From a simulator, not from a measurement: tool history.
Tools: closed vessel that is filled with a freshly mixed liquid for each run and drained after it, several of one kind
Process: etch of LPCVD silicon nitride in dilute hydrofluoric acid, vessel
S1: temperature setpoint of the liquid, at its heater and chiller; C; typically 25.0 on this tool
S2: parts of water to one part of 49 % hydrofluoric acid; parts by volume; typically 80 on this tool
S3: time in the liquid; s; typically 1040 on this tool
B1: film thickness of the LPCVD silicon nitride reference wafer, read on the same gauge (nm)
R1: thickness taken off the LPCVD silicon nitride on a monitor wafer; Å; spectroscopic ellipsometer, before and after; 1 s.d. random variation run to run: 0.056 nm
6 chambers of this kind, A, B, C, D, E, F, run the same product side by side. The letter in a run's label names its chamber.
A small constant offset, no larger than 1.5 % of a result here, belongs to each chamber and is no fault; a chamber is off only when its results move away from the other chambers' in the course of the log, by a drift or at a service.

{"run": "1C", "hour": 3.4, "S1": 25.0, "S2": 80, "S3": 1040, "B1": 89.988, "R1": 69.06}
{"run": "2B", "hour": 9.0, "S1": 25.0, "S2": 80, "S3": 1040, "B1": 89.973, "R1": 70.988}
{"run": "3A", "hour": 13.3, "S1": 25.0, "S2": 80, "S3": 1040, "B1": 90.002, "R1": 69.002}
{"run": "4F", "hour": 20.4, "S1": 25.0, "S2": 80, "S3": 1040, "B1": 90.0, "R1": 68.986}
{"run": "5E", "hour": 26.3, "S1": 25.0, "S2": 80, "S3": 1040, "B1": 90.006, "R1": 68.271}
{"run": "6D", "hour": 30.1, "S1": 25.0, "S2": 80, "S3": 1040, "B1": 90.02, "R1": 69.192}
{"run": "7D", "hour": 33.8, "S1": 25.0, "S2": 80, "S3": 465, "B1": 90.029, "R1": 31.021}
{"run": "8F", "hour": 40.4, "S1": 25.0, "S2": 80, "S3": 465, "B1": 89.982, "R1": 30.717}
{"run": "9A", "hour": 45.4, "S1": 25.0, "S2": 80, "S3": 465, "B1": 90.009, "R1": 31.052}
{"run": "10B", "hour": 49.9, "S1": 25.0, "S2": 80, "S3": 465, "B1": 89.988, "R1": 31.284}
{"run": "11C", "hour": 54.3, "S1": 25.0, "S2": 80, "S3": 465, "B1": 89.991, "R1": 30.623}
{"run": "12E", "hour": 57.7, "S1": 25.0, "S2": 80, "S3": 465, "B1": 89.982, "R1": 31.17}
{"run": "13B", "hour": 64.5, "S1": 25.0, "S2": 80, "S3": 1040, "B1": 89.984, "R1": 69.993}
{"run": "14D", "hour": 70.6, "S1": 21.5, "S2": 80, "S3": 780, "B1": 89.969, "R1": 41.261}
{"run": "15C", "hour": 74.8, "S1": 21.5, "S2": 80, "S3": 780, "B1": 89.989, "R1": 41.301}
{"run": "16A", "hour": 78.4, "S1": 21.5, "S2": 80, "S3": 780, "B1": 90.044, "R1": 40.933}
{"run": "17E", "hour": 82.8, "S1": 21.5, "S2": 80, "S3": 780, "B1": 89.955, "R1": 41.508}
{"run": "18F", "hour": 87.5, "S1": 21.5, "S2": 80, "S3": 780, "B1": 89.978, "R1": 41.505}
{"run": "19B", "hour": 93.4, "S1": 21.5, "S2": 80, "S3": 780, "B1": 89.942, "R1": 41.597}
{"run": "20A", "hour": 100.5, "S1": 25.0, "S2": 80, "S3": 1040, "B1": 90.01, "R1": 68.493}
{"run": "21C", "hour": 105.0, "S1": 25.0, "S2": 80, "S3": 1040, "B1": 90.035, "R1": 69.375}
{"run": "22F", "hour": 111.9, "S1": 25.0, "S2": 80, "S3": 665, "B1": 90.046, "R1": 43.775}
{"run": "23D", "hour": 115.3, "S1": 25.0, "S2": 80, "S3": 665, "B1": 90.009, "R1": 44.208}
{"run": "24E", "hour": 119.6, "S1": 25.0, "S2": 80, "S3": 665, "B1": 90.021, "R1": 43.384}
{"run": "25A", "hour": 123.1, "S1": 25.0, "S2": 80, "S3": 665, "B1": 89.955, "R1": 44.209}
{"run": "26E", "hour": 130.2, "S1": 25.0, "S2": 80, "S3": 665, "B1": 89.972, "R1": 43.447}
{"run": "27D", "hour": 133.9, "S1": 25.0, "S2": 80, "S3": 665, "B1": 90.007, "R1": 43.766}
{"run": "28C", "hour": 137.8, "S1": 25.0, "S2": 80, "S3": 1040, "B1": 90.019, "R1": 70.084}
{"run": "29F", "hour": 141.9, "S1": 20.5, "S2": 50, "S3": 1040, "B1": 89.977, "R1": 79.494}
{"run": "30B", "hour": 148.1, "S1": 20.5, "S2": 50, "S3": 1040, "B1": 90.007, "R1": 81.488}
{"run": "31B", "hour": 153.8, "S1": 20.5, "S2": 50, "S3": 1040, "B1": 89.998, "R1": 82.858}
{"run": "32D", "hour": 158.7, "S1": 20.5, "S2": 50, "S3": 1040, "B1": 90.048, "R1": 81.26}
{"run": "33A", "hour": 165.5, "S1": 20.5, "S2": 50, "S3": 1040, "B1": 89.992, "R1": 80.496}
{"run": "34F", "hour": 170.7, "S1": 20.5, "S2": 50, "S3": 1040, "B1": 89.978, "R1": 80.364}
{"run": "35C", "hour": 177.4, "S1": 20.5, "S2": 80, "S3": 1620, "B1": 90.027, "R1": 80.064}
{"run": "36E", "hour": 180.6, "S1": 20.5, "S2": 80, "S3": 1620, "B1": 89.993, "R1": 75.685}
{"run": "37B", "hour": 186.0, "S1": 20.5, "S2": 80, "S3": 1620, "B1": 89.984, "R1": 80.767}
{"run": "38E", "hour": 190.6, "S1": 20.5, "S2": 80, "S3": 1620, "B1": 89.978, "R1": 76.28}
{"run": "39C", "hour": 193.8, "S1": 20.5, "S2": 80, "S3": 1620, "B1": 90.003, "R1": 80.217}
{"run": "40A", "hour": 199.7, "S1": 20.5, "S2": 80, "S3": 1620, "B1": 90.024, "R1": 79.882}
{"run": "41F", "hour": 206.7, "S1": 25.0, "S2": 80, "S3": 1040, "B1": 89.999, "R1": 68.972}
{"run": "42D", "hour": 214.0, "S1": 25.0, "S2": 80, "S3": 1040, "B1": 89.998, "R1": 69.719}
{"run": "43A", "hour": 219.4, "S1": 25.0, "S2": 80, "S3": 1040, "B1": 90.035, "R1": 68.788}
{"run": "44B", "hour": 223.4, "S1": 25.0, "S2": 80, "S3": 1040, "B1": 89.981, "R1": 70.145}

Is one chamber off against the others, does the gauge drift, or is nothing wrong? If a chamber is off, say which, and what the likeliest cause is.

One chamber, E, drifts off from the rest bit by bit.
What lies behind it: hydrofluoric acid flow below the setpoint (%) = 8.6.
The log may not separate it from: liquid colder than its thermometer reads (K).

Which of the 4 candidates below, each the usual settings with something changed and its results left as question marks, puts chamber E back in line with what the other chambers give on the usual settings?
In-line tolerance around the mean of the other chambers on the usual settings: R1 2.000 Å
{"run": "45E-1", "hour": 228.6, "S1": 26.5, "S2": 80, "S3": 1040, "R1": "?"}
{"run": "45E-2", "hour": 228.6, "S1": 25.5, "S2": 75, "S3": 1135, "R1": "?"}
{"run": "45E-3", "hour": 228.6, "S1": 25.0, "S2": 80, "S3": 945, "R1": "?"}
{"run": "45E-4", "hour": 228.6, "S1": 24.5, "S2": 85, "S3": 945, "R1": "?"}

Average result of the remaining chambers running the usual settings: R1 69.443 Å
run=45E-1 R1=69.755
run=45E-2 R1=76.155
run=45E-3 R1=57.540
run=45E-4 R1=52.430
45E-1 brings the chamber back in line.
